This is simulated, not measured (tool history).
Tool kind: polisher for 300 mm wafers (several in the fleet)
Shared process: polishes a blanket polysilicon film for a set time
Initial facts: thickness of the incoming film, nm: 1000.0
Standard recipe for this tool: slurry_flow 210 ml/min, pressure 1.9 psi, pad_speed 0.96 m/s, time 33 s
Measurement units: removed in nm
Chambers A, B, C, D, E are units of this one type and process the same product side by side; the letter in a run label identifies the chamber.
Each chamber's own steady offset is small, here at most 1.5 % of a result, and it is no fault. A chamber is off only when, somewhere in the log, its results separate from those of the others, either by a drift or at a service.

{"run": "1B", "hour": 9.0, "slurry_flow": 210, "pressure": 1.9, "pad_speed": 0.96, "time": 33, "removed": 157.03}
{"run": "2C", "hour": 18.3, "slurry_flow": 210, "pressure": 1.9, "pad_speed": 0.96, "time": 33, "removed": 160.02}
{"run": "3E", "hour": 24.3, "slurry_flow": 210, "pressure": 1.9, "pad_speed": 0.96, "time": 33, "removed": 159.16}
{"hour": 31.5, "done": "chamber C: worn pad replaced by a new one"}
{"run": "4A", "hour": 34.6, "slurry_flow": 210, "pressure": 1.9, "pad_speed": 0.96, "time": 33, "removed": 157.41}
{"run": "5D", "hour": 45.2, "slurry_flow": 210, "pressure": 1.9, "pad_speed": 0.96, "time": 33, "removed": 157.42}
{"run": "6C", "hour": 54.7, "slurry_flow": 210, "pressure": 2.3, "pad_speed": 1.1, "time": 33, "removed": 219.38}
{"hour": 58.2, "done": "chamber D: worn pad replaced by a new one"}
{"hour": 61.8, "done": "chamber E: worn pad replaced by a new one"}
{"run": "7B", "hour": 65.1, "slurry_flow": 210, "pressure": 2.3, "pad_speed": 1.1, "time": 33, "removed": 217.67}
{"hour": 73.9, "done": "chamber B: slurry nozzle cleaned"}
{"hour": 74.1, "done": "chamber A: head pressure recalibrated"}
{"run": "8D", "hour": 77.7, "slurry_flow": 210, "pressure": 2.3, "pad_speed": 1.1, "time": 33, "removed": 217.6}
{"hour": 90.9, "done": "chamber B: worn pad replaced by a new one"}
{"run": "9A", "hour": 90.9, "slurry_flow": 210, "pressure": 2.3, "pad_speed": 1.1, "time": 33, "removed": 217.16}
{"run": "10E", "hour": 98.6, "slurry_flow": 210, "pressure": 2.3, "pad_speed": 1.1, "time": 33, "removed": 220.89}
{"run": "11B", "hour": 111.4, "slurry_flow": 210, "pressure": 1.9, "pad_speed": 0.96, "time": 33, "removed": 155.87}
{"hour": 115.0, "done": "chamber E: slurry nozzle cleaned"}
{"hour": 116.0, "done": "chamber D: slurry nozzle cleaned"}
{"run": "12E", "hour": 122.3, "slurry_flow": 210, "pressure": 1.9, "pad_speed": 0.96, "time": 33, "removed": 160.06}
{"run": "13C", "hour": 131.9, "slurry_flow": 210, "pressure": 1.9, "pad_speed": 0.96, "time": 33, "removed": 156.82}
{"hour": 135.5, "done": "chamber C: worn pad replaced by a new one"}
{"run": "14D", "hour": 138.0, "slurry_flow": 145, "pressure": 1.3, "pad_speed": 0.96, "time": 33, "removed": 102.88}
{"hour": 143.2, "done": "chamber E: worn pad replaced by a new one"}
{"hour": 147.5, "done": "chamber D: worn pad replaced by a new one"}
{"run": "15A", "hour": 149.6, "slurry_flow": 145, "pressure": 1.3, "pad_speed": 0.96, "time": 33, "removed": 99.807}
{"run": "16A", "hour": 161.5, "slurry_flow": 145, "pressure": 1.3, "pad_speed": 0.96, "time": 33, "removed": 99.23}
{"run": "17E", "hour": 174.4, "slurry_flow": 145, "pressure": 1.3, "pad_speed": 0.96, "time": 33, "removed": 102.09}
{"hour": 183.1, "done": "chamber B: worn pad replaced by a new one"}
{"run": "18B", "hour": 187.8, "slurry_flow": 145, "pressure": 1.3, "pad_speed": 0.96, "time": 33, "removed": 101.01}
{"run": "19C", "hour": 196.0, "slurry_flow": 210, "pressure": 1.9, "pad_speed": 0.96, "time": 33, "removed": 159.9}
{"run": "20D", "hour": 205.7, "slurry_flow": 175, "pressure": 1.3, "pad_speed": 0.96, "time": 33, "removed": 104.71}
{"run": "21A", "hour": 219.0, "slurry_flow": 175, "pressure": 1.3, "pad_speed": 0.96, "time": 33, "removed": 102.42}
{"hour": 223.1, "done": "chamber C: worn pad replaced by a new one"}
{"run": "22C", "hour": 228.7, "slurry_flow": 175, "pressure": 1.3, "pad_speed": 0.96, "time": 33, "removed": 103.92}
{"hour": 233.8, "done": "chamber E: worn pad replaced by a new one"}
{"run": "23E", "hour": 236.6, "slurry_flow": 175, "pressure": 1.3, "pad_speed": 0.96, "time": 33, "removed": 105.42}
{"hour": 249.0, "done": "chamber D: worn pad replaced by a new one"}
{"run": "24B", "hour": 249.5, "slurry_flow": 175, "pressure": 1.3, "pad_speed": 0.96, "time": 33, "removed": 104.09}
{"run": "25D", "hour": 256.5, "slurry_flow": 210, "pressure": 1.9, "pad_speed": 0.96, "time": 33, "removed": 157.35}
{"run": "26B", "hour": 269.8, "slurry_flow": 210, "pressure": 1.9, "pad_speed": 0.96, "time": 33, "removed": 157.05}
{"hour": 280.0, "done": "chamber B: worn pad replaced by a new one"}
{"run": "27C", "hour": 282.5, "slurry_flow": 210, "pressure": 1.9, "pad_speed": 0.96, "time": 33, "removed": 156.97}
{"run": "28A", "hour": 295.9, "slurry_flow": 210, "pressure": 1.9, "pad_speed": 0.96, "time": 33, "removed": 146.09}
{"run": "29E", "hour": 305.5, "slurry_flow": 210, "pressure": 1.9, "pad_speed": 0.96, "time": 33, "removed": 160.72}
{"run": "30D", "hour": 312.0, "slurry_flow": 210, "pressure": 1.9, "pad_speed": 0.96, "time": 33, "removed": 154.1}
{"hour": 313.0, "done": "chamber B: head pressure recalibrated"}
{"run": "31C", "hour": 321.4, "slurry_flow": 140, "pressure": 1.9, "pad_speed": 0.96, "time": 33, "removed": 146.96}
{"hour": 323.9, "done": "chamber E: slurry nozzle cleaned"}
{"hour": 329.0, "done": "chamber C: worn pad replaced by a new one"}
{"run": "32A", "hour": 329.8, "slurry_flow": 140, "pressure": 1.9, "pad_speed": 0.96, "time": 33, "removed": 137.31}
{"hour": 330.5, "done": "chamber E: worn pad replaced by a new one"}
{"run": "33D", "hour": 341.2, "slurry_flow": 140, "pressure": 1.9, "pad_speed": 0.96, "time": 33, "removed": 147.93}
{"hour": 349.1, "done": "chamber D: head pressure recalibrated"}
{"hour": 350.7, "done": "chamber D: worn pad replaced by a new one"}
{"run": "34B", "hour": 352.1, "slurry_flow": 140, "pressure": 1.9, "pad_speed": 0.96, "time": 33, "removed": 146.89}
{"run": "35E", "hour": 361.9, "slurry_flow": 140, "pressure": 1.9, "pad_speed": 0.96, "time": 33, "removed": 147.92}
{"run": "36B", "hour": 372.0, "slurry_flow": 255, "pressure": 1.9, "pad_speed": 0.96, "time": 43, "removed": 205.39}
{"run": "37C", "hour": 384.8, "slurry_flow": 255, "pressure": 1.9, "pad_speed": 0.96, "time": 43, "removed": 210.65}
{"run": "38D", "hour": 394.0, "slurry_flow": 255, "pressure": 1.9, "pad_speed": 0.96, "time": 43, "removed": 210.14}
{"run": "39E", "hour": 405.9, "slurry_flow": 255, "pressure": 1.9, "pad_speed": 0.96, "time": 43, "removed": 211.11}
{"run": "40A", "hour": 418.6, "slurry_flow": 255, "pressure": 1.9, "pad_speed": 0.96, "time": 43, "removed": 192.65}
{"hour": 424.6, "done": "chamber E: worn pad replaced by a new one"}
{"hour": 425.2, "done": "chamber C: worn pad replaced by a new one"}
{"run": "41D", "hour": 431.4, "slurry_flow": 210, "pressure": 2.5, "pad_speed": 0.96, "time": 43, "removed": 268.65}
{"run": "42C", "hour": 442.9, "slurry_flow": 210, "pressure": 2.5, "pad_speed": 0.96, "time": 43, "removed": 268.02}
{"run": "43A", "hour": 452.3, "slurry_flow": 210, "pressure": 2.5, "pad_speed": 0.96, "time": 43, "removed": 240.7}
{"run": "44E", "hour": 464.1, "slurry_flow": 210, "pressure": 2.5, "pad_speed": 0.96, "time": 43, "removed": 274.51}

Which is it: a chamber that has drifted or been left off by a service, a gauge drift common to all chambers, or only each chamber's usual small offset? If a chamber is off, name it and its likeliest cause.

One chamber, A, drifts off from the rest bit by bit.
What lies behind it: removal rate lost through wear of the pad, % = 11.3.

Below are 4 candidate recipes for chamber A's next run, each the usual settings with a change, their results shown as question marks. Which of them brings A's results back in line with what the other chambers give on the usual settings?
To be in line, a result may differ from the other chambers' mean on the usual settings by at most: removed 4.800 nm
{"run": "45A-1", "hour": 473.7, "slurry_flow": 210, "pressure": 1.9, "pad_speed": 0.96, "time": 35, "removed": "?"}
{"run": "45A-2", "hour": 473.7, "slurry_flow": 215, "pressure": 1.9, "pad_speed": 0.96, "time": 37, "removed": "?"}
{"run": "45A-3", "hour": 473.7, "slurry_flow": 210, "pressure": 1.8, "pad_speed": 0.96, "time": 33, "removed": "?"}
{"run": "45A-4", "hour": 473.7, "slurry_flow": 210, "pressure": 1.8, "pad_speed": 0.94, "time": 32, "removed": "?"}

What the other chambers average on the usual settings: removed 157.330 nm
run=45A-1 removed=149.830
run=45A-2 removed=158.860
run=45A-3 removed=133.850
run=45A-4 removed=127.050
45A-2 puts the chamber back in line with the other chambers.

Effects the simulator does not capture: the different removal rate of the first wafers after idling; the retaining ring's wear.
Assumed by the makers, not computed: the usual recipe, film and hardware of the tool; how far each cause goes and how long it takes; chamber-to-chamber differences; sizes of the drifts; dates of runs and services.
